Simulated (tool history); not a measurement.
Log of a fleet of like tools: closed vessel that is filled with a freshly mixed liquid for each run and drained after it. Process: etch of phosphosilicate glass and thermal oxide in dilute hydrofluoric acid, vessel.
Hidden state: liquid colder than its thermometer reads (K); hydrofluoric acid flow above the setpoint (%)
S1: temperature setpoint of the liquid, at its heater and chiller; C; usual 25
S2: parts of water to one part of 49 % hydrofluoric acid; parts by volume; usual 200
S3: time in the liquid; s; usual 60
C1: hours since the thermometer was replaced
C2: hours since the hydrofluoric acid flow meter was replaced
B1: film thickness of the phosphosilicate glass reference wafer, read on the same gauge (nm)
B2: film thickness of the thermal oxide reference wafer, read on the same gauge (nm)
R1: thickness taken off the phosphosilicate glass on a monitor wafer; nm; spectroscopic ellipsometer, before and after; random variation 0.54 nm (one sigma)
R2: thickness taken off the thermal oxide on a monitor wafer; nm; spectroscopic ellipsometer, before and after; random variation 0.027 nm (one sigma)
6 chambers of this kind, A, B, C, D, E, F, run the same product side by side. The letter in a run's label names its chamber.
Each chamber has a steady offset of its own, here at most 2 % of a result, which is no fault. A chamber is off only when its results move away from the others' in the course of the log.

run   hour    S1   S2  S3      C1      C2      B1      B2      R1      R2
 1A    9.9    25  200  60    62.9     599  89.982  119.96   54.38   1.296
 2F   22.2    25  200  60   105.8    94.7  90.008     120  55.132  1.3061
 3B   33.7    25  200  60    95.8  1308.5  90.013  119.98  55.753   1.266
 4E   42.1    25  200  60   396.7   925.8  90.019  120.01  55.733   1.291
 5D   48.3    25  200  60  1428.9    1762  90.017  119.97  55.881  1.3096
 6C   59.8    25  200  60     789   180.6  90.021     120  55.662  1.2998
 7B     71    25  200  60   133.1  1345.8  90.008  119.99  55.501   1.282
 8E   78.4    25  200  60     433   962.1  90.001  120.02  55.009  1.2993
 9F   84.8    25  200  60   168.4   157.3  89.977  120.05  55.941  1.2669
10C   94.5    25  200  60   823.7   215.3  89.983  119.98  55.392  1.3255
11D  107.2    25  200  60  1487.8  1820.9  89.991  119.98  55.347  1.2774
12A  115.9  29.5  240  60   168.9     705  90.007  119.99  51.264  1.1869
13D  126.4  29.5  240  60    1507  1840.1  90.009  119.99  51.958   1.206
14C  133.1  29.5  240  60   862.3   253.9  89.988  119.99  52.802  1.1603
15E  139.2  29.5  240  60   493.8  1022.9  90.002     120  51.551  1.2274
16B    145  29.5  240  60   207.1  1419.8  89.994  120.02  52.416  1.2174
17F  153.9  29.5  240  60   237.5   226.4  89.988  120.02   52.01    1.19
18A  160.3    25  200  60   213.3   749.4  90.024  120.01  55.811  1.2968
19E  167.6    25  200  60   522.2  1051.3  90.003  120.01  55.932  1.3221
20D  178.1    25  200  60  1558.7  1891.8  89.958     120  55.156  1.3309
21A  189.3    25  200  60   242.3   778.4  89.995  119.99  56.042  1.2837
22B  197.2    25  200  60   259.3    1472  90.003  120.01  55.431  1.2429
23F  203.4    25  200  60     287   275.9  89.996  120.03  55.658  1.2928
24C  209.6    25  200  60   938.8   330.4  90.014  120.02  56.031  1.3171
     218.6  -- chamber D: thermometer replaced
25F  220.7    25  200  60   304.3   293.2  90.032  120.01  55.559   1.303
26A  226.7    25  200  60   279.7   815.8  89.993  119.98  55.228  1.2811
27E  234.7  21.5  145  60   589.3  1118.4  90.017  119.98   72.43  1.6864
28C  241.7  21.5  145  60   970.9   362.5      90  119.99  71.711  1.6034
29B  247.4  21.5  145  60   309.5  1522.2  89.997     120  70.784  1.7139
30D  254.7  21.5  145  60    36.1  1968.4  89.994     120  69.585  1.6064
31A    261  21.5  145  60     314   850.1  90.011  120.01  71.418  1.6735
32F  267.5  21.5  145  60   351.1     340  90.037  120.03  72.392  1.6399
33B  277.4  20.5  200  60   339.5  1552.2  90.002  119.98   46.87   1.097
34D  289.4  20.5  200  60    70.8  2003.1  89.987  120.01  46.976  1.0817
35C  301.6  20.5  200  60  1030.8   422.4  89.995     120  47.121  1.0669
36E  308.3  20.5  200  60   662.9    1192  90.026  120.01  47.575   1.084
37C  317.9  20.5  200  60  1047.1   438.7  90.007     120  46.658  1.0578
38B  324.2  20.5  200  60   386.3    1599  89.998  120.02  46.673  1.0879

Is one chamber off against the others, does the gauge drift, or is nothing wrong? If a chamber is off, say which, and what the likeliest cause is.

No chamber stands off beyond its own small offset, and the gauge holds steady.

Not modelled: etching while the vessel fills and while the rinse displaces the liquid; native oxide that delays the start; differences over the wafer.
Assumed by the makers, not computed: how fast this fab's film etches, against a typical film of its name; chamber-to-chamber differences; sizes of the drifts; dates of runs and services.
